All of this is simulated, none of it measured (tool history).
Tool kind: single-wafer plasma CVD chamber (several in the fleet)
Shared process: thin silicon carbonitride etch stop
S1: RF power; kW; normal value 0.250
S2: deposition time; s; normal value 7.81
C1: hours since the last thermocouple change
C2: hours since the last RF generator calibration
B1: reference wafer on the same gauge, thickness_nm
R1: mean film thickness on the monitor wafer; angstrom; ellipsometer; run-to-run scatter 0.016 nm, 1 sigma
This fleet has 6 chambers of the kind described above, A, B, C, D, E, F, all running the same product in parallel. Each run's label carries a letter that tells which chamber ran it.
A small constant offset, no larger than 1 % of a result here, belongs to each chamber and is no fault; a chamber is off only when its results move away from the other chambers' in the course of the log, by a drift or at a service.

run   hour     S1    S2      C1      C2      B1      R1
 1B    6.0  0.250  7.81  1561.1   810.2  5.6814  47.419
 2D   12.1  0.250  7.81   320.3  1328.4  5.6819  47.490
 3E   15.2  0.250  7.81   994.4   712.7  5.6796  47.517
 4A   18.5  0.250  7.81    59.1   893.0  5.6809  47.317
 5F   22.8  0.250  7.81   231.6  1963.9  5.6844  47.634
 6C   26.8  0.250  7.81   370.6   903.0  5.6835  47.446
 7D   32.4  0.250  7.81   340.6  1348.7  5.6790  47.189
 8B   38.7  0.250  7.81  1593.8   842.9  5.6801  47.288
 9A   44.3  0.250  7.81    84.9   918.8  5.6839  47.170
10F   47.7  0.250  7.81   256.5  1988.8  5.6773  47.231
11E   52.7  0.250  7.81  1031.9   750.2  5.6789  47.533
12C   58.7  0.250  7.81   402.5   934.9  5.6788  47.437
13C   64.4  0.235  9.22   408.2   940.6  5.6798  54.754
14E   67.3  0.235  9.22  1046.5   764.8  5.6801  55.118
15A   70.1  0.235  9.22   110.7   944.6  5.6775  54.671
16D   73.6  0.235  9.22   381.8  1389.9  5.6783  54.684
17F   77.8  0.235  9.22   286.6  2018.9  5.6781  55.202
18B   81.4  0.235  9.22  1636.5   885.6  5.6829  54.864
19B   86.1  0.250  7.81  1641.2   890.3  5.6762  47.598
20C   91.0  0.250  7.81   434.8   967.2  5.6830  47.172
21E   95.0  0.250  7.81  1074.2   792.5  5.6800  47.546
22D  100.2  0.250  7.81   408.4  1416.5  5.6802  47.392
23F  105.0  0.250  7.81   313.8  2046.1  5.6749  47.682
24A  108.5  0.250  7.81   149.1   983.0  5.6775  47.409
25E  112.8  0.250  7.81  1092.0   810.3  5.6819  47.701
26C  116.7  0.250  7.81   460.5   992.9  5.6819  47.185
27D  121.3  0.250  7.81   429.5  1437.6  5.6798  47.160
28A  127.2  0.270  6.90   167.8  1001.7  5.6788  42.611
29F  131.2  0.270  6.90   340.0  2072.3  5.6840  42.972
30B  135.5  0.270  6.90  1690.6   939.7  5.6788  42.924
31A  139.4  0.270  6.90   180.0  1013.9  5.6789  42.546
32F  143.7  0.270  6.90   352.5  2084.8  5.6791  43.302
33B  146.4  0.270  6.90  1701.5   950.6  5.6773  42.844
34D  151.5  0.250  7.81   459.7  1467.8  5.6845  47.648
35E  154.6  0.250  7.81  1133.8   852.1  5.6810  47.626
36C  160.3  0.250  7.81   504.1  1036.5  5.6763  47.363
37D  163.7  0.285  7.81   471.9  1480.0  5.6757  49.463
38A  167.3  0.285  7.81   207.9  1041.8  5.6800  49.128
     170.6  -- chamber C: RF generator calibrated
39F  172.2  0.285  7.81   381.0  2113.3  5.6799  49.539
40C  175.6  0.285  7.81   519.4     5.0  5.6775  49.629
41B  179.9  0.285  7.81  1735.0   984.1  5.6788  49.246

Next, all 6 chambers run the settings below, one line each with question marks for the results. What does each chamber give?
42A  184.4  0.210  7.81               ?
42B  184.4  0.210  7.81               ?
42C  184.4  0.210  7.81               ?
42D  184.4  0.210  7.81               ?
42E  184.4  0.210  7.81               ?
42F  184.4  0.210  7.81               ?

run      R1
42A  44.762
42B  44.882
42C  45.048
42D  44.852
42E  45.342
42F  45.286
